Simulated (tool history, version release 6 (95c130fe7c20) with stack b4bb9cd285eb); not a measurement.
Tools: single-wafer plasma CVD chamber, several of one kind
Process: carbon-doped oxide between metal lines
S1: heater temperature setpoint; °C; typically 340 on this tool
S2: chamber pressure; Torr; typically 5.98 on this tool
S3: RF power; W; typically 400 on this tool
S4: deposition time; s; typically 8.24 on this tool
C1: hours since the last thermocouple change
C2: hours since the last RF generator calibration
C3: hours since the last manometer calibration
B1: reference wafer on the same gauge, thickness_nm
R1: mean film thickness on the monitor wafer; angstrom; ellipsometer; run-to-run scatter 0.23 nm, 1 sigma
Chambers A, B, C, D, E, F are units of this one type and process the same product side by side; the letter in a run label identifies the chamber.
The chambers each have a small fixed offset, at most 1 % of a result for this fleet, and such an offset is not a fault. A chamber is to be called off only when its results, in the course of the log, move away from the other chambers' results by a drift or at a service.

Run 1F, hour 6.7: usual settings; C1 905; C2 2086.4; C3 1123.9; B1 46.324. Result: R1 387.55 angstrom.
Run 2E, hour 19.2: usual settings; C1 1180.1; C2 437.5; C3 1034.1; B1 46.256. Result: R1 384.3 angstrom.
Run 3D, hour 27.8: usual settings; C1 107.7; C2 678.6; C3 2051.2; B1 46.303. Result: R1 391.47 angstrom.
Run 4B, hour 36.6: usual settings; C1 1029.8; C2 875.9; C3 1143.5; B1 46.299. Result: R1 389.65 angstrom.
At hour 36.9: chamber D: capacitance manometer re-zeroed and calibrated.
Run 5A, hour 46.8: usual settings; C1 2329; C2 600.9; C3 1203.7; B1 46.322. Result: R1 388.52 angstrom.
Run 6C, hour 54.4: usual settings; C1 1714.4; C2 920.1; C3 1648.5; B1 46.286. Result: R1 392.59 angstrom.
Run 7D, hour 60.7: usual settings; C1 140.6; C2 711.5; C3 23.8; B1 46.333. Result: R1 392.2 angstrom.
Run 8F, hour 68.6: usual settings; C1 966.9; C2 2148.3; C3 1185.8; B1 46.318. Result: R1 389.66 angstrom.
At hour 72.6: chamber A: thermocouple changed; heater temperature recalibrated.
Run 9B, hour 76.5: usual settings but S3 460 W; C1 1069.7; C2 915.8; C3 1183.4; B1 46.308. Result: R1 433.09 angstrom.
At hour 87: chamber F: RF generator calibrated.
Run 10C, hour 89.1: usual settings but S3 460 W; C1 1749.1; C2 954.8; C3 1683.2; B1 46.302. Result: R1 431.27 angstrom.
Run 11E, hour 100.7: usual settings but S3 460 W; C1 1261.6; C2 519; C3 1115.6; B1 46.258. Result: R1 427.79 angstrom.
Run 12A, hour 112.2: usual settings but S3 460 W; C1 39.6; C2 666.3; C3 1269.1; B1 46.314. Result: R1 434.75 angstrom.
Run 13E, hour 120: usual settings but S3 460 W; C1 1280.9; C2 538.3; C3 1134.9; B1 46.289. Result: R1 427.08 angstrom.
Run 14F, hour 128.9: usual settings but S3 460 W; C1 1027.2; C2 42; C3 1246.1; B1 46.351. Result: R1 432.16 angstrom.
Run 15C, hour 141.7: usual settings; C1 1801.7; C2 1007.4; C3 1735.8; B1 46.294. Result: R1 387.63 angstrom.
Run 16D, hour 148.8: usual settings; C1 228.7; C2 799.6; C3 111.9; B1 46.293. Result: R1 389.43 angstrom.
Run 17A, hour 157.4: usual settings; C1 84.8; C2 711.5; C3 1314.3; B1 46.302. Result: R1 388.1 angstrom.
Run 18B, hour 169.2: usual settings; C1 1162.4; C2 1008.5; C3 1276.1; B1 46.285. Result: R1 389.08 angstrom.
Run 19B, hour 176.3: usual settings; C1 1169.5; C2 1015.6; C3 1283.2; B1 46.284. Result: R1 388.69 angstrom.
Run 20C, hour 189: usual settings; C1 1849; C2 1054.7; C3 1783.1; B1 46.265. Result: R1 384.57 angstrom.
Run 21E, hour 197.3: usual settings; C1 1358.2; C2 615.6; C3 1212.2; B1 46.237. Result: R1 385.47 angstrom.
At hour 204.2: chamber E: capacitance manometer re-zeroed and calibrated.
Run 22F, hour 207.3: usual settings; C1 1105.6; C2 120.4; C3 1324.5; B1 46.406. Result: R1 386.88 angstrom.
Run 23D, hour 218.6: usual settings; C1 298.5; C2 869.4; C3 181.7; B1 46.364. Result: R1 393.04 angstrom.
Run 24A, hour 228.4: usual settings; C1 155.8; C2 782.5; C3 1385.3; B1 46.341. Result: R1 389.77 angstrom.
Run 25E, hour 235.4: usual settings; C1 1396.3; C2 653.7; C3 31.2; B1 46.25. Result: R1 382.94 angstrom.
Run 26A, hour 242.2: usual settings; C1 169.6; C2 796.3; C3 1399.1; B1 46.338. Result: R1 391.26 angstrom.
Run 27D, hour 253.4: usual settings; C1 333.3; C2 904.2; C3 216.5; B1 46.277. Result: R1 387.36 angstrom.
Run 28C, hour 262.2: usual settings; C1 1922.2; C2 1127.9; C3 1856.3; B1 46.263. Result: R1 390.52 angstrom.
Run 29F, hour 268.4: usual settings; C1 1166.7; C2 181.5; C3 1385.6; B1 46.366. Result: R1 393.66 angstrom.
Run 30B, hour 276.3: usual settings; C1 1269.5; C2 1115.6; C3 1383.2; B1 46.342. Result: R1 387.13 angstrom.
Run 31A, hour 284.7: usual settings; C1 212.1; C2 838.8; C3 1441.6; B1 46.306. Result: R1 386.55 angstrom.
Run 32E, hour 295.8: usual settings; C1 1456.7; C2 714.1; C3 91.6; B1 46.227. Result: R1 387.4 angstrom.
At hour 296.2: chamber C: thermocouple changed; heater temperature recalibrated.
Run 33B, hour 305.6: usual settings; C1 1298.8; C2 1144.9; C3 1412.5; B1 46.309. Result: R1 389.41 angstrom.
Run 34C, hour 314.9: usual settings; C1 18.7; C2 1180.6; C3 1909; B1 46.339. Result: R1 386.14 angstrom.
Run 35D, hour 325.7: usual settings; C1 405.6; C2 976.5; C3 288.8; B1 46.356. Result: R1 386.49 angstrom.
Run 36F, hour 331.7: usual settings; C1 1230; C2 244.8; C3 1448.9; B1 46.263. Result: R1 388.77 angstrom.
Run 37F, hour 343.8: usual settings; C1 1242.1; C2 256.9; C3 1461; B1 46.3. Result: R1 388.85 angstrom.
Run 38B, hour 352.1: usual settings; C1 1345.3; C2 1191.4; C3 1459; B1 46.306. Result: R1 388.5 angstrom.
At hour 357.8: chamber D: RF generator calibrated.
Run 39D, hour 364: usual settings; C1 443.9; C2 6.2; C3 327.1; B1 46.322. Result: R1 388.61 angstrom.

All 6 chambers run these settings next. Forecast each chamber's results:
Run 40A, hour 373.3: usual settings but S2 4.77 Torr. Result: R1 ?.
Run 40B, hour 373.3: usual settings but S2 4.77 Torr. Result: R1 ?.
Run 40C, hour 373.3: usual settings but S2 4.77 Torr. Result: R1 ?.
Run 40D, hour 373.3: usual settings but S2 4.77 Torr. Result: R1 ?.
Run 40E, hour 373.3: usual settings but S2 4.77 Torr. Result: R1 ?.
Run 40F, hour 373.3: usual settings but S2 4.77 Torr. Result: R1 ?.

run      R1
40A  378.29
40B  378.75
40C   375.6
40D  379.45
40E  376.52
40F  384.51
